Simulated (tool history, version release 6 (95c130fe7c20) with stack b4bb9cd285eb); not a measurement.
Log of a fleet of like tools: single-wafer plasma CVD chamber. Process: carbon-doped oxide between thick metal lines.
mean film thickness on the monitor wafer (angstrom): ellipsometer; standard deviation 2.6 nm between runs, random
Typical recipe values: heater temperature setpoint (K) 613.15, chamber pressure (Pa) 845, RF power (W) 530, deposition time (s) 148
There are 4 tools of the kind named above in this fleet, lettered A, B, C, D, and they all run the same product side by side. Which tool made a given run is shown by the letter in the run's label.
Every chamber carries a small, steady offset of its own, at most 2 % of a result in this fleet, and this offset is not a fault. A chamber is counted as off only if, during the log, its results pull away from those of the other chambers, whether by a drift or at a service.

| run | hour | heater temperature setpoint (K) | chamber pressure (Pa) | RF power (W) | deposition time (s) | hours since the last thermocouple change | hours since the last RF generator calibration | hours since the last manometer calibration | read-back reference wafer on the same gauge, thickness_nm | mean film thickness on the monitor wafer (angstrom) |
|---|---|---|---|---|---|---|---|---|---|---|
| 1B | 10.6 | 613.15 | 845 | 530 | 148 | 60.7 | 1024.2 | 153.2 | 978.39 | 8322.3 |
| 2C | 22.8 | 613.15 | 845 | 530 | 148 | 773.6 | 385.3 | 787.8 | 979.59 | 8260.6 |
| 3A | 29.2 | 613.15 | 845 | 530 | 148 | 1351.8 | 1413.7 | 896.3 | 978.73 | 8152.1 |
| 4D | 38.3 | 613.15 | 845 | 530 | 148 | 238.3 | 92.3 | 558.6 | 979.47 | 8229 |
| 5A | 45.6 | 613.15 | 845 | 530 | 148 | 1368.2 | 1430.1 | 912.7 | 978.43 | 8179.9 |
| 6D | 55.8 | 613.15 | 845 | 530 | 148 | 255.8 | 109.8 | 576.1 | 979.17 | 8276.2 |
| 7C | 66.7 | 613.15 | 845 | 530 | 148 | 817.5 | 429.2 | 831.7 | 978.47 | 8224.6 |
| 8B | 72.4 | 613.15 | 845 | 530 | 148 | 122.5 | 1086 | 215 | 977.89 | 8336.3 |
| 9B | 81.2 | 613.15 | 928 | 485 | 148 | 131.3 | 1094.8 | 223.8 | 979.29 | 7978.6 |
| 10D | 93.5 | 613.15 | 928 | 485 | 148 | 293.5 | 147.5 | 613.8 | 979.62 | 7879.5 |
| 11A | 101 | 613.15 | 928 | 485 | 148 | 1423.6 | 1485.5 | 968.1 | 978.85 | 7776.2 |
| 12C | 110.9 | 613.15 | 928 | 485 | 148 | 861.7 | 473.4 | 875.9 | 979.92 | 7747.2 |
| 13C | 118.3 | 613.15 | 845 | 530 | 148 | 869.1 | 480.8 | 883.3 | 979.96 | 8175.2 |
| 14B | 124.5 | 613.15 | 845 | 530 | 148 | 174.6 | 1138.1 | 267.1 | 978.51 | 8330.3 |
| 15D | 137 | 613.15 | 845 | 530 | 148 | 337 | 191 | 657.3 | 979.26 | 8259.6 |
| 16A | 146.1 | 613.15 | 845 | 530 | 148 | 1468.7 | 1530.6 | 1013.2 | 978.54 | 8182 |
| 17B | 156.6 | 613.15 | 845 | 530 | 148 | 206.7 | 1170.2 | 299.2 | 978.75 | 8331.2 |
| 18D | 164.6 | 613.15 | 845 | 530 | 148 | 364.6 | 218.6 | 684.9 | 979.55 | 8270.5 |
| 19C | 174.7 | 613.15 | 845 | 530 | 148 | 925.5 | 537.2 | 939.7 | 979.8 | 8060.4 |
| 20A | 180.7 | 613.15 | 845 | 530 | 148 | 1503.3 | 1565.2 | 1047.8 | 979.24 | 8184.2 |
| 21C | 189.7 | 602.15 | 845 | 530 | 173 | 940.5 | 552.2 | 954.7 | 978.52 | 9779.5 |
| 22D | 200.5 | 602.15 | 845 | 530 | 173 | 400.5 | 254.5 | 720.8 | 979.18 | 10022 |
| 23B | 212.4 | 602.15 | 845 | 530 | 173 | 262.5 | 1226 | 355 | 979.02 | 10098 |
| 24A | 223.4 | 602.15 | 845 | 530 | 173 | 1546 | 1607.9 | 1090.5 | 979.21 | 9856.2 |
| 25A | 233.9 | 613.15 | 845 | 530 | 148 | 1556.5 | 1618.4 | 1101 | 978.86 | 8156 |
| 26D | 244.9 | 613.15 | 845 | 430 | 148 | 444.9 | 298.9 | 765.2 | 978.27 | 7230.3 |
| 27B | 254.8 | 613.15 | 845 | 430 | 148 | 304.9 | 1268.4 | 397.4 | 979.24 | 7270.8 |

The same settings go to every chamber for the next run, one line per chamber below. Forecast the results for each:
| 28A | 264 | 613.15 | 845 | 530 | 148 |  |  |  |  | ? |
| 28B | 264 | 613.15 | 845 | 530 | 148 |  |  |  |  | ? |
| 28C | 264 | 613.15 | 845 | 530 | 148 |  |  |  |  | ? |
| 28D | 264 | 613.15 | 845 | 530 | 148 |  |  |  |  | ? |

| run | mean film thickness on the monitor wafer (angstrom) |
|---|---|
| 28A | 8159.5 |
| 28B | 8392.8 |
| 28C | 7952.9 |
| 28D | 8197.1 |
